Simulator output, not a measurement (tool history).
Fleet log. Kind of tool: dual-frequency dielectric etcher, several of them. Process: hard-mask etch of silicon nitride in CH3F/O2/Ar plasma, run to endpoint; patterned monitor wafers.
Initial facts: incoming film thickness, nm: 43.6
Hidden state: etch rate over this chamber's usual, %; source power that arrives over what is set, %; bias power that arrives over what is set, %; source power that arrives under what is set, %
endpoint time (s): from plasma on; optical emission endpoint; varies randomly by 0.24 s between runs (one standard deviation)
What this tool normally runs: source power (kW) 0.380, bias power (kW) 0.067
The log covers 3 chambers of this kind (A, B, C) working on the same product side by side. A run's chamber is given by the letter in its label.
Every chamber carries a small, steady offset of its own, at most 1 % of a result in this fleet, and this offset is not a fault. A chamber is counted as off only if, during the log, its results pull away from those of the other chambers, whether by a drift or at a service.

run   hour  source power (kW)  bias power (kW)  hours since the last wet clean  hours since the last source power generator calibration  hours since the last bias power generator calibration  endpoint time (s)
 1B    3.1              0.380            0.067                           349.8                                                   3197.7                                                 4176.5             66.346
 2A    7.3              0.380            0.067                           391.4                                                    731.2                                                 2083.6             65.442
 3C   11.2              0.380            0.067                           299.7                                                    391.5                                                  562.2             66.619
 4A   15.8              0.380            0.067                           399.9                                                    739.7                                                 2092.1             65.627
 5C   21.1              0.380            0.067                           309.6                                                    401.4                                                  572.1             66.459
 6B   26.1              0.380            0.067                           372.8                                                   3220.7                                                 4199.5             65.813
 7B   31.4              0.380            0.067                           378.1                                                   3226.0                                                 4204.8             65.910
 8A   35.8              0.290            0.081                           419.9                                                    759.7                                                 2112.1             67.824
 9C   40.0              0.290            0.081                           328.5                                                    420.3                                                  591.0             69.194
10C   42.4              0.290            0.081                           330.9                                                    422.7                                                  593.4             68.992
11A   45.6              0.380            0.067                           429.7                                                    769.5                                                 2121.9             65.437
12B   49.9              0.380            0.067                           396.6                                                   3244.5                                                 4223.3             66.075
13C   54.1              0.380            0.067                           342.6                                                    434.4                                                  605.1             66.434
14B   58.6              0.380            0.067                           405.3                                                   3253.2                                                 4232.0             66.460
15A   63.0              0.380            0.067                           447.1                                                    786.9                                                 2139.3             64.995
16B   66.7              0.380            0.067                           413.4                                                   3261.3                                                 4240.1             66.273
17C   70.3              0.380            0.067                           358.8                                                    450.6                                                  621.3             65.996
18A   74.3              0.380            0.067                           458.4                                                    798.2                                                 2150.6             65.548
19C   76.8              0.380            0.067                           365.3                                                    457.1                                                  627.8             66.350
20B   81.4              0.380            0.067                           428.1                                                   3276.0                                                 4254.8             65.717
21A   86.3              0.420            0.067                           470.4                                                    810.2                                                 2162.6             62.680
22C   89.7              0.420            0.067                           378.2                                                    470.0                                                  640.7             64.081
23B   93.5              0.420            0.067                           440.2                                                   3288.1                                                 4266.9             62.828
24A   96.8              0.380            0.061                           480.9                                                    820.7                                                 2173.1             67.116
25B  101.1              0.380            0.061                           447.8                                                   3295.7                                                 4274.5             67.246
26A  105.8              0.380            0.061                           489.9                                                    829.7                                                 2182.1             67.815
     106.3  -- chamber A: wet clean of the chamber
27C  110.0              0.380            0.059                           398.5                                                    490.3                                                  661.0             69.669
28A  113.5              0.380            0.059                             7.2                                                    837.4                                                 2189.8             68.288
29B  118.3              0.380            0.059                           465.0                                                   3312.9                                                 4291.7             67.158
30C  123.1              0.380            0.067                           411.6                                                    503.4                                                  674.1             66.285
31C  126.1              0.380            0.067                           414.6                                                    506.4                                                  677.1             66.323
32A  128.8              0.380            0.067                            22.5                                                    852.7                                                 2205.1             65.326
33B  132.9              0.440            0.081                           479.6                                                   3327.5                                                 4306.3             56.853
34A  138.2              0.440            0.081                            31.9                                                    862.1                                                 2214.5             57.809
35C  142.7              0.440            0.081                           431.2                                                    523.0                                                  693.7             58.676
36B  146.5              0.380            0.067                           493.2                                                   3341.1                                                 4319.9             63.861
37A  150.7              0.380            0.067                            44.4                                                    874.6                                                 2227.0             65.541
38C  154.3              0.380            0.076                           442.8                                                    534.6                                                  705.3             63.829
39B  158.8              0.380            0.076                           505.5                                                   3353.4                                                 4332.2             60.593
40B  162.9              0.380            0.076                           509.6                                                   3357.5                                                 4336.3             60.559
41C  168.2              0.380            0.067                           456.7                                                    548.5                                                  719.2             66.892
42A  171.5              0.380            0.067                            65.2                                                    895.4                                                 2247.8             65.232
43B  175.5              0.380            0.067                           522.2                                                   3370.1                                                 4348.9             63.053

For the next run the whole fleet of 3 chambers uses the same settings. Give each chamber's results:
44A  179.4              0.380            0.060                                                                                                                                                                  ?
44B  179.4              0.380            0.060                                                                                                                                                                  ?
44C  179.4              0.380            0.060                                                                                                                                                                  ?

run  endpoint time (s)
44A             68.227
44B             64.802
44C             68.777
